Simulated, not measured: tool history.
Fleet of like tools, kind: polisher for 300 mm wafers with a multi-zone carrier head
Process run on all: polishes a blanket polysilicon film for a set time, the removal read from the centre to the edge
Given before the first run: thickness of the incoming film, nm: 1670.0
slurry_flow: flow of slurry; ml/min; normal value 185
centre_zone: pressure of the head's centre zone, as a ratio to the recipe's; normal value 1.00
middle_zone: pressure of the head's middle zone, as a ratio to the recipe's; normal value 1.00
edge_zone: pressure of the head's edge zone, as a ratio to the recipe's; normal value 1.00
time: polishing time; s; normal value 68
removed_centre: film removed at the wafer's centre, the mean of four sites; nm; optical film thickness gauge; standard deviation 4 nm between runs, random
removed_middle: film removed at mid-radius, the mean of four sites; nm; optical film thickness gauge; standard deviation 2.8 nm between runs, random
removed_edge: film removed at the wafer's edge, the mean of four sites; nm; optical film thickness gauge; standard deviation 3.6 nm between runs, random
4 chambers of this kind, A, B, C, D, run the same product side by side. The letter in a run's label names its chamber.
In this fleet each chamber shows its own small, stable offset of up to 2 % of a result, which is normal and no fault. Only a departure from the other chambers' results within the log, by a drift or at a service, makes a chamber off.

run	hour	slurry_flow	centre_zone	middle_zone	edge_zone	time	removed_centre	removed_middle	removed_edge
1D	8.1	185	1.00	1.00	1.00	68	434.25	432.37	430.42
2C	14.7	185	1.00	1.00	1.00	68	433.56	447.15	434.13
3A	21.9	185	1.00	1.00	1.00	68	424.97	436.98	437.59
4B	27.1	185	1.00	1.00	1.00	68	425.51	434.95	445.57
# hour 28.2: chamber A: centre zone pressure recalibrated
5D	36.1	185	1.00	1.00	1.00	68	433.65	428.21	428.07
6B	41.1	185	1.00	1.00	1.00	68	432.19	437.04	436.06
7A	45.5	185	1.00	1.00	1.00	68	436.39	437.50	434.60
8C	55.3	185	1.00	1.00	1.00	68	441.23	442.39	435.15
9B	61.8	185	1.00	0.91	1.09	68	432.85	397.96	456.32
10A	69.3	185	1.00	0.91	1.09	68	434.13	400.19	463.16
# hour 72.2: chamber A: worn pad replaced by a new one
# hour 72.8: chamber D: worn pad replaced by a new one
11C	78.7	185	1.00	0.91	1.09	68	439.60	404.76	447.61
12D	87.3	185	1.00	0.91	1.09	68	431.16	399.04	456.83
# hour 94.0: chamber C: worn pad replaced by a new one
13D	95.9	185	1.08	1.00	1.00	68	471.44	436.13	429.67
# hour 101.0: chamber C: slurry nozzle cleaned
14C	105.9	185	1.08	1.00	1.00	68	482.62	446.55	431.23
15B	110.4	185	1.08	1.00	1.00	68	468.73	434.65	437.47
# hour 110.9: chamber B: worn pad replaced by a new one
# hour 112.5: chamber B: centre zone pressure recalibrated
16A	120.1	185	1.08	1.00	1.00	68	469.62	436.43	436.25
17D	126.1	185	1.00	1.00	1.00	68	436.60	434.46	431.63
18C	132.5	185	1.00	1.00	1.00	82	524.43	530.71	517.34
19A	139.1	185	1.00	1.00	1.00	82	519.55	530.66	523.55
20B	145.2	185	1.00	1.00	1.00	82	516.51	522.74	522.04
21A	154.4	185	1.00	1.00	1.00	82	522.46	528.65	525.27
22C	163.1	185	1.00	1.00	1.00	68	434.25	438.93	435.00
# hour 165.3: chamber B: edge zone pressure recalibrated
23D	171.7	185	0.92	0.92	1.00	68	393.09	398.97	429.86
24B	177.4	185	0.92	0.92	1.00	68	385.59	397.93	430.83
25C	186.1	185	0.92	0.92	1.00	68	402.15	407.03	438.17
# hour 188.4: chamber D: worn pad replaced by a new one
26A	192.6	185	0.92	0.92	1.00	68	403.39	405.11	437.57
27D	199.0	185	1.00	1.00	1.00	68	441.72	434.81	439.07
28B	205.0	185	1.00	1.00	1.00	68	424.08	422.17	436.79
# hour 210.2: chamber C: worn pad replaced by a new one
29C	212.0	185	1.00	1.04	1.00	87	570.38	587.12	552.28
30B	216.5	185	1.00	1.04	1.00	87	526.83	562.51	550.51
# hour 223.4: chamber A: slurry nozzle cleaned
31D	226.5	185	1.00	1.04	1.00	87	562.05	574.53	554.09
32A	232.7	185	1.00	1.04	1.00	87	550.84	576.16	560.82
# hour 234.6: chamber A: worn pad replaced by a new one
33B	239.2	185	1.00	1.00	1.00	68	413.51	418.54	422.34
34A	243.6	185	1.00	1.00	1.00	68	440.31	438.61	438.61
35C	252.3	185	1.00	1.00	1.00	68	430.37	442.65	435.79

Is one chamber off against the others, does the gauge drift, or is nothing wrong? If a chamber is off, say which, and what the likeliest cause is.

One chamber, B, drifts off from the rest bit by bit.
Likeliest cause: slurry flow missing at the pad, % = 22.9.

Here are 4 candidates for chamber B's next run, each the usual settings with a change, their results left as question marks. Which one brings its results back in line with what the others give on the usual settings?
In line here means within this much of the mean the other chambers give on the usual settings: removed_centre 14.00 nm; removed_middle 9.70 nm; removed_edge 13.00 nm
36B-1	259.4	195	1.03	1.02	0.97	72	?	?	?
36B-2	259.4	190	1.02	1.01	0.99	70	?	?	?
36B-3	259.4	180	0.98	0.99	1.01	66	?	?	?
36B-4	259.4	175	0.97	0.98	1.03	64	?	?	?

Average result of the remaining chambers running the usual settings: removed_centre 436.02 nm; removed_middle 437.38 nm; removed_edge 435.01 nm
run	removed_centre	removed_middle	removed_edge
36B-1	454.80	454.45	442.29
36B-2	435.07	435.74	433.05
36B-3	388.05	399.25	409.53
36B-4	369.67	381.41	399.61
36B-2 is the one that brings the chamber's results back in line with the other chambers.

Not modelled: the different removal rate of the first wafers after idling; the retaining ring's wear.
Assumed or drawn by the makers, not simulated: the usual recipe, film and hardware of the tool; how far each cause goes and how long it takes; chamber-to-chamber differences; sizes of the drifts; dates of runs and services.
